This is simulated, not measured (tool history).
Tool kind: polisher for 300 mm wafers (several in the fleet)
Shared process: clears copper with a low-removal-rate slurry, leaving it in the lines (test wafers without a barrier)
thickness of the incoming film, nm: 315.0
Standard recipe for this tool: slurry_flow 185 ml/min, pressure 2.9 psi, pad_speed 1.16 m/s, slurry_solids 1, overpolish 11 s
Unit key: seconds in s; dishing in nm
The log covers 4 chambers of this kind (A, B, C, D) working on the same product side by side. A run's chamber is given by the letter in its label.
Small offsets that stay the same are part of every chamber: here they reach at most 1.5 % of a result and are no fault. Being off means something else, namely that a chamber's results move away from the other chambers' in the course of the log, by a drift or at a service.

run,hour,slurry_flow,pressure,pad_speed,slurry_solids,overpolish,wafers polished on this pad,hours since the slurry nozzle was cleaned,hours since the head pressure was calibrated,hours since the slurry blender was calibrated,seconds,dishing
# hour 4: chamber B: worn pad replaced by a new one
1C,4.7,185,2.9,1.16,1,11,675,287.6,951.7,432.5,94.141,25.985
# hour 5.4: chamber A: slurry nozzle cleaned
2D,11.3,185,2.9,1.16,1,11,629,662.9,1174.4,183.4,92.999,24.507
3B,18.3,185,2.9,1.16,1,11,144,154.7,777.3,60.2,93.542,23.907
# hour 25: chamber D: worn pad replaced by a new one
4A,28.5,185,2.9,1.16,1,11,813,23.1,846.2,162.7,91.686,24.488
# hour 32.5: chamber D: head pressure recalibrated
5C,36.8,185,2.9,1.16,1,11,1000,319.7,983.8,464.6,95.267,24.302
# hour 38.2: chamber C: slurry blender recalibrated
# hour 43.4: chamber D: slurry blender recalibrated
6D,44.4,185,2.3,1.38,1,11,197,696,11.9,1,98.865,23.884
# hour 47.2: chamber B: head pressure recalibrated
7B,49.1,185,2.3,1.38,1,11,456,185.5,2,91,98.051,22.912
# hour 49.2: chamber C: worn pad replaced by a new one
8A,55.5,185,2.3,1.38,1,11,1087,50.1,873.2,189.7,98.892,23.381
9B,63.9,185,2.3,1.38,1,11,606,200.3,16.8,105.8,99.92,22.889
10A,70.9,185,2.9,1.16,1,11,1243,65.5,888.6,205.1,93.694,24.23
# hour 75.9: chamber B: slurry blender recalibrated
# hour 78.8: chamber B: worn pad replaced by a new one
11D,81.5,185,2.9,1.16,1,11,572,733.1,49,38.1,93.96,24.354
12C,86.8,185,2.9,1.16,1,11,381,369.7,1033.8,48.6,93.386,24.938
13D,91.9,185,2.9,1.16,1,11,677,743.5,59.4,48.5,93.995,24.477
14A,100.5,185,2.9,1.16,1,11,1542,95.1,918.2,234.7,96.182,24.207
15B,105.2,185,3.3,1.16,1,11,267,241.6,58.1,29.4,83.14,26.202
16C,111.6,185,3.3,1.16,1,11,632,394.5,1058.6,73.4,81.391,28.009
# hour 115.2: chamber A: slurry blender recalibrated
# hour 117: chamber D: worn pad replaced by a new one
17C,118.8,185,3.3,1.16,1,11,705,401.7,1065.8,80.6,82.601,27.952
# hour 123.4: chamber C: head pressure recalibrated
18B,124.5,185,3.3,1.16,1,11,462,260.9,77.4,48.7,83.861,26.919
19A,131.2,185,2.9,1.16,1,11,1853,125.8,948.9,16.1,95.758,24.229
20D,141.1,185,2.5,1.16,1,8,244,792.7,108.6,97.7,107.33,16.256
# hour 143.3: chamber B: worn pad replaced by a new one
21C,148.9,185,2.5,1.16,1,8,1009,431.8,25.6,110.7,109.98,16.795
22A,158.3,185,2.5,1.16,1,8,2127,152.9,976,43.2,116.46,15.574
23D,163.3,185,2.5,1.16,1,8,468,814.9,130.8,119.9,107.58,16.565
24B,171.6,185,2.9,1.16,0.9,11,287,308,124.5,95.8,94.636,23.151
# hour 180.1: chamber C: worn pad replaced by a new one
25D,180.1,185,2.9,1.16,0.9,11,638,831.7,147.6,136.7,96.105,24.59
# hour 189.6: chamber B: slurry blender recalibrated
26A,189.7,185,2.9,1.16,0.9,11,2445,184.3,1007.4,74.6,101.35,22.051
27C,198.2,185,2.9,1.16,0.9,11,183,481.1,74.9,160,94.826,24.657
# hour 204.3: chamber B: worn pad replaced by a new one
28B,205.4,185,2.9,1.16,1,11,11,341.8,158.3,15.8,93.356,23.763
# hour 207.9: chamber D: worn pad replaced by a new one
29D,215.6,185,3.2,1.16,1,11,78,867.2,183.1,172.2,85.546,25.466
30C,222.7,185,3.2,1.16,1,11,431,505.6,99.4,184.5,84.478,26.056

Predict what each chamber gives when all 4 of them run the settings below next.
31A,230.4,185,2.9,1.16,1,16,,,,,?,?
31B,230.4,185,2.9,1.16,1,16,,,,,?,?
31C,230.4,185,2.9,1.16,1,16,,,,,?,?
31D,230.4,185,2.9,1.16,1,16,,,,,?,?

run,seconds,dishing
31A,101.95,31.361
31B,92.94,32.592
31C,95.324,35.212
31D,92.943,32.547

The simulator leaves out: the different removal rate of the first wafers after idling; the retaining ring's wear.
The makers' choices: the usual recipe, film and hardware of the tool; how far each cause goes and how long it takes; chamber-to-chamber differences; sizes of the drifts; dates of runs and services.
